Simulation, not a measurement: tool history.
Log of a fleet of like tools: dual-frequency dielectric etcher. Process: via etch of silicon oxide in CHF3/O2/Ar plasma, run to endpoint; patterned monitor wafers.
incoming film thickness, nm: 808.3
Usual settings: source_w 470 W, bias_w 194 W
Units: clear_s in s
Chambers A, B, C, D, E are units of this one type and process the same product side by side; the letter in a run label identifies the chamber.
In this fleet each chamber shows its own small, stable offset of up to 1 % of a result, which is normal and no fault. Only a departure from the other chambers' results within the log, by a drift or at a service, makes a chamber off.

run     day  source_w  bias_w  clear_s
 1B   0.471       470     194   436.61
 2A     0.8       470     194   434.91
 3E   1.046       470     194    431.9
 4D     1.3       470     194   432.08
 5C   1.667       470     194   440.03
 6E   1.908       370     177   491.73
 7D   2.288       370     177   486.83
 8B   2.771       370     177   498.89
 9C   3.262       370     177   497.23
10A   3.542       370     177   494.97
11D   3.992       430     194   451.63
12E   4.467       430     194   451.84
13C   4.717       430     194   461.48
      4.767  -- chamber A: wet clean of the chamber
14B   4.967       430     194   453.97
15A   5.233       430     194    450.4
16B   5.612       470     194   433.37
17C   5.867       470     194   440.05
18E   6.217       570     194   399.22
19D   6.654       570     194   411.41
20A   6.871       570     194   407.34
21D   7.171       570     194   408.95
22E    7.65       570     194   402.38
23A   8.054       470     194   437.62
24B   8.325       470     194   435.76
25C   8.688       470     194   441.73
26E   9.112       470     194   438.46
27A   9.496       560     166   431.57
28C   9.904       560     166   431.11
      9.988  -- chamber E: wet clean of the chamber
29D  10.246       560     166   445.87
30B  10.517       560     166   432.69
31A  10.875       560     166   431.06
32C  11.317       380     150   521.79
33D  11.804       380     150   540.87
34B  12.108       380     150   516.21
35E  12.429       380     150   517.42
36E    12.9       380     150   517.93
37D  13.179       470     194   453.68
38A  13.462       470     194   441.86
39B  13.692       470     194   436.07

Is one chamber off against the others, does the gauge drift, or is nothing wrong? If a chamber is off, say which, and what the likeliest cause is.

Chamber D drifts away from the others.
What lies behind it: etch rate under this chamber's usual, % = 5.32.

Below are 4 candidate recipes for chamber D's next run, each the usual settings with a change, their results shown as question marks. Which of them brings D's results back in line with what the other chambers give on the usual settings?
Maximum distance from the other chambers' mean on the usual settings for a result to count as in line: clear_s 8 s
40D-1  14.046       530     213        ?
40D-2  14.046       500     205        ?
40D-3  14.046       420     177        ?
40D-4  14.046       440     183        ?

Other chambers, usual settings, mean: clear_s 437.99 s
  run  clear_s
40D-1   424.26
40D-2   439.59
40D-3   494.21
40D-4   479.98
40D-2 brings the chamber back in line.
